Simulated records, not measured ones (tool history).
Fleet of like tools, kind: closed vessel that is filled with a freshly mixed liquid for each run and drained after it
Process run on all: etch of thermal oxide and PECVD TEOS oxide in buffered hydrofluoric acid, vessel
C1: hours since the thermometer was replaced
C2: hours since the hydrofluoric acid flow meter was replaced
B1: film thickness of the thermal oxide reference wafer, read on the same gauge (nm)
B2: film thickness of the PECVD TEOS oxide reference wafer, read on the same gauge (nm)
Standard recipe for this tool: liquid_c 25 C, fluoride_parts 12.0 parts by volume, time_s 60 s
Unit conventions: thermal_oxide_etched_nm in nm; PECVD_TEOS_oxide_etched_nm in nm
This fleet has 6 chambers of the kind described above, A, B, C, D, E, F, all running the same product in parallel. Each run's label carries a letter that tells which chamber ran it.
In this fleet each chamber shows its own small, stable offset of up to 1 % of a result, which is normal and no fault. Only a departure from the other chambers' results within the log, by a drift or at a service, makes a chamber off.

run 1A day=0.383 | liquid_c=25 fluoride_parts=12.0 time_s=60 | C1=718.2 C2=28.7 | B1=70.028 B2=150.00 | thermal_oxide_etched_nm=62.633 PECVD_TEOS_oxide_etched_nm=73.789
run 2D day=0.608 | liquid_c=25 fluoride_parts=12.0 time_s=60 | C1=373.7 C2=1777.7 | B1=70.000 B2=150.02 | thermal_oxide_etched_nm=63.888 PECVD_TEOS_oxide_etched_nm=73.453
run 3C day=0.850 | liquid_c=25 fluoride_parts=12.0 time_s=60 | C1=1826.2 C2=536.6 | B1=70.011 B2=150.02 | thermal_oxide_etched_nm=62.089 PECVD_TEOS_oxide_etched_nm=74.138
-- day=1.025 chamber C: thermometer replaced
run 4B day=1.212 | liquid_c=25 fluoride_parts=12.0 time_s=60 | C1=436.4 C2=416.2 | B1=69.997 B2=150.02 | thermal_oxide_etched_nm=63.336 PECVD_TEOS_oxide_etched_nm=74.523
run 5F day=1.600 | liquid_c=25 fluoride_parts=12.0 time_s=60 | C1=1154.5 C2=240.3 | B1=70.004 B2=150.00 | thermal_oxide_etched_nm=63.006 PECVD_TEOS_oxide_etched_nm=73.298
run 6E day=1.829 | liquid_c=25 fluoride_parts=12.0 time_s=60 | C1=2144.9 C2=384.4 | B1=70.012 B2=150.02 | thermal_oxide_etched_nm=61.920 PECVD_TEOS_oxide_etched_nm=74.735
run 7D day=2.117 | liquid_c=25 fluoride_parts=12.0 time_s=30 | C1=409.9 C2=1813.9 | B1=69.966 B2=149.99 | thermal_oxide_etched_nm=31.535 PECVD_TEOS_oxide_etched_nm=36.560
run 8F day=2.571 | liquid_c=25 fluoride_parts=12.0 time_s=30 | C1=1177.8 C2=263.6 | B1=69.997 B2=149.98 | thermal_oxide_etched_nm=31.568 PECVD_TEOS_oxide_etched_nm=36.838
run 9A day=3.012 | liquid_c=25 fluoride_parts=12.0 time_s=30 | C1=781.3 C2=91.8 | B1=69.998 B2=149.97 | thermal_oxide_etched_nm=31.374 PECVD_TEOS_oxide_etched_nm=36.803
run 10E day=3.325 | liquid_c=25 fluoride_parts=12.0 time_s=30 | C1=2180.8 C2=420.3 | B1=70.037 B2=149.98 | thermal_oxide_etched_nm=31.276 PECVD_TEOS_oxide_etched_nm=37.229
run 11B day=3.588 | liquid_c=25 fluoride_parts=12.0 time_s=30 | C1=493.4 C2=473.2 | B1=70.030 B2=149.99 | thermal_oxide_etched_nm=31.716 PECVD_TEOS_oxide_etched_nm=36.918
run 12C day=4.096 | liquid_c=25 fluoride_parts=12.0 time_s=30 | C1=73.8 C2=614.5 | B1=70.013 B2=150.01 | thermal_oxide_etched_nm=31.106 PECVD_TEOS_oxide_etched_nm=36.814
run 13C day=4.608 | liquid_c=25 fluoride_parts=12.0 time_s=60 | C1=86.1 C2=626.8 | B1=69.999 B2=149.98 | thermal_oxide_etched_nm=63.061 PECVD_TEOS_oxide_etched_nm=73.255
run 14D day=4.971 | liquid_c=25 fluoride_parts=12.0 time_s=60 | C1=478.4 C2=1882.4 | B1=69.997 B2=150.01 | thermal_oxide_etched_nm=63.090 PECVD_TEOS_oxide_etched_nm=73.221
run 15B day=5.262 | liquid_c=25 fluoride_parts=12.0 time_s=60 | C1=533.6 C2=513.4 | B1=69.994 B2=149.98 | thermal_oxide_etched_nm=63.535 PECVD_TEOS_oxide_etched_nm=73.938
run 16E day=5.600 | liquid_c=25 fluoride_parts=12.0 time_s=60 | C1=2235.4 C2=474.9 | B1=69.987 B2=150.00 | thermal_oxide_etched_nm=62.815 PECVD_TEOS_oxide_etched_nm=74.475
run 17F day=6.054 | liquid_c=25 fluoride_parts=12.0 time_s=60 | C1=1261.4 C2=347.2 | B1=69.991 B2=150.00 | thermal_oxide_etched_nm=63.938 PECVD_TEOS_oxide_etched_nm=73.575
run 18A day=6.567 | liquid_c=25 fluoride_parts=12.0 time_s=60 | C1=866.6 C2=177.1 | B1=69.997 B2=149.98 | thermal_oxide_etched_nm=61.504 PECVD_TEOS_oxide_etched_nm=73.653
run 19F day=6.850 | liquid_c=25 fluoride_parts=12.0 time_s=60 | C1=1280.5 C2=366.3 | B1=69.970 B2=150.00 | thermal_oxide_etched_nm=62.081 PECVD_TEOS_oxide_etched_nm=74.421
run 20B day=7.358 | liquid_c=25 fluoride_parts=12.0 time_s=60 | C1=583.9 C2=563.7 | B1=70.017 B2=150.00 | thermal_oxide_etched_nm=62.440 PECVD_TEOS_oxide_etched_nm=74.182
run 21E day=7.683 | liquid_c=25 fluoride_parts=12.0 time_s=60 | C1=2285.4 C2=524.9 | B1=70.025 B2=149.99 | thermal_oxide_etched_nm=62.643 PECVD_TEOS_oxide_etched_nm=74.261
run 22A day=8.025 | liquid_c=25 fluoride_parts=12.0 time_s=60 | C1=901.6 C2=212.1 | B1=69.978 B2=150.01 | thermal_oxide_etched_nm=62.598 PECVD_TEOS_oxide_etched_nm=73.694
run 23C day=8.529 | liquid_c=25 fluoride_parts=12.0 time_s=60 | C1=180.2 C2=720.9 | B1=69.995 B2=150.01 | thermal_oxide_etched_nm=63.129 PECVD_TEOS_oxide_etched_nm=73.438
run 24D day=8.912 | liquid_c=25 fluoride_parts=12.0 time_s=60 | C1=573.0 C2=1977.0 | B1=70.002 B2=150.00 | thermal_oxide_etched_nm=63.193 PECVD_TEOS_oxide_etched_nm=73.619
run 25F day=9.354 | liquid_c=25 fluoride_parts=12.0 time_s=60 | C1=1340.6 C2=426.4 | B1=69.986 B2=150.00 | thermal_oxide_etched_nm=62.681 PECVD_TEOS_oxide_etched_nm=73.203
-- day=9.729 chamber E: hydrofluoric acid flow meter replaced
run 26C day=9.804 | liquid_c=25 fluoride_parts=12.0 time_s=60 | C1=210.8 C2=751.5 | B1=69.996 B2=149.99 | thermal_oxide_etched_nm=62.952 PECVD_TEOS_oxide_etched_nm=73.690
run 27E day=10.179 | liquid_c=25 fluoride_parts=12.0 time_s=60 | C1=2345.3 C2=10.8 | B1=69.993 B2=149.98 | thermal_oxide_etched_nm=62.086 PECVD_TEOS_oxide_etched_nm=73.974
run 28B day=10.638 | liquid_c=25 fluoride_parts=12.0 time_s=60 | C1=662.6 C2=642.4 | B1=70.013 B2=149.98 | thermal_oxide_etched_nm=62.526 PECVD_TEOS_oxide_etched_nm=74.211
-- day=10.783 chamber C: hydrofluoric acid flow meter replaced
run 29D day=10.917 | liquid_c=25 fluoride_parts=13.5 time_s=90 | C1=621.1 C2=2025.1 | B1=70.017 B2=149.99 | thermal_oxide_etched_nm=83.531 PECVD_TEOS_oxide_etched_nm=98.043
run 30A day=11.346 | liquid_c=25 fluoride_parts=13.5 time_s=90 | C1=981.3 C2=291.8 | B1=70.001 B2=150.00 | thermal_oxide_etched_nm=84.215 PECVD_TEOS_oxide_etched_nm=99.124
run 31C day=11.712 | liquid_c=25 fluoride_parts=13.5 time_s=90 | C1=256.6 C2=22.4 | B1=70.003 B2=149.99 | thermal_oxide_etched_nm=84.287 PECVD_TEOS_oxide_etched_nm=98.520
run 32F day=11.983 | liquid_c=25 fluoride_parts=13.5 time_s=90 | C1=1403.7 C2=489.5 | B1=70.014 B2=150.00 | thermal_oxide_etched_nm=84.131 PECVD_TEOS_oxide_etched_nm=98.755
run 33A day=12.221 | liquid_c=25 fluoride_parts=13.5 time_s=90 | C1=1002.3 C2=312.8 | B1=70.010 B2=150.00 | thermal_oxide_etched_nm=84.344 PECVD_TEOS_oxide_etched_nm=99.123
run 34D day=12.488 | liquid_c=25 fluoride_parts=13.5 time_s=90 | C1=658.8 C2=2062.8 | B1=70.005 B2=149.99 | thermal_oxide_etched_nm=84.615 PECVD_TEOS_oxide_etched_nm=98.293
run 35E day=12.733 | liquid_c=25 fluoride_parts=12.0 time_s=60 | C1=2406.6 C2=72.1 | B1=70.008 B2=150.00 | thermal_oxide_etched_nm=62.354 PECVD_TEOS_oxide_etched_nm=73.839
run 36B day=13.125 | liquid_c=25 fluoride_parts=12.0 time_s=60 | C1=722.3 C2=702.1 | B1=69.984 B2=150.00 | thermal_oxide_etched_nm=63.682 PECVD_TEOS_oxide_etched_nm=73.991
run 37B day=13.358 | liquid_c=25 fluoride_parts=12.0 time_s=60 | C1=727.9 C2=707.7 | B1=70.022 B2=150.00 | thermal_oxide_etched_nm=62.706 PECVD_TEOS_oxide_etched_nm=74.411
run 38C day=13.650 | liquid_c=25 fluoride_parts=12.0 time_s=60 | C1=303.1 C2=68.9 | B1=70.032 B2=149.98 | thermal_oxide_etched_nm=62.658 PECVD_TEOS_oxide_etched_nm=73.864
run 39D day=14.158 | liquid_c=25 fluoride_parts=12.0 time_s=60 | C1=698.9 C2=2102.9 | B1=70.005 B2=149.97 | thermal_oxide_etched_nm=63.936 PECVD_TEOS_oxide_etched_nm=72.863
run 40A day=14.396 | liquid_c=25 fluoride_parts=12.0 time_s=60 | C1=1054.5 C2=365.0 | B1=69.993 B2=150.00 | thermal_oxide_etched_nm=63.155 PECVD_TEOS_oxide_etched_nm=74.764

All chambers now run identical settings, listed one chamber a line with results as question marks. What results will each chamber show?
run 41A day=14.767 | liquid_c=25 fluoride_parts=12.0 time_s=60 | thermal_oxide_etched_nm=? PECVD_TEOS_oxide_etched_nm=?
run 41B day=14.767 | liquid_c=25 fluoride_parts=12.0 time_s=60 | thermal_oxide_etched_nm=? PECVD_TEOS_oxide_etched_nm=?
run 41C day=14.767 | liquid_c=25 fluoride_parts=12.0 time_s=60 | thermal_oxide_etched_nm=? PECVD_TEOS_oxide_etched_nm=?
run 41D day=14.767 | liquid_c=25 fluoride_parts=12.0 time_s=60 | thermal_oxide_etched_nm=? PECVD_TEOS_oxide_etched_nm=?
run 41E day=14.767 | liquid_c=25 fluoride_parts=12.0 time_s=60 | thermal_oxide_etched_nm=? PECVD_TEOS_oxide_etched_nm=?
run 41F day=14.767 | liquid_c=25 fluoride_parts=12.0 time_s=60 | thermal_oxide_etched_nm=? PECVD_TEOS_oxide_etched_nm=?

run=41A thermal_oxide_etched_nm=63.806 PECVD_TEOS_oxide_etched_nm=73.749
run=41B thermal_oxide_etched_nm=62.858 PECVD_TEOS_oxide_etched_nm=74.220
run=41C thermal_oxide_etched_nm=62.856 PECVD_TEOS_oxide_etched_nm=73.506
run=41D thermal_oxide_etched_nm=63.182 PECVD_TEOS_oxide_etched_nm=74.443
run=41E thermal_oxide_etched_nm=61.837 PECVD_TEOS_oxide_etched_nm=74.593
run=41F thermal_oxide_etched_nm=62.064 PECVD_TEOS_oxide_etched_nm=72.925
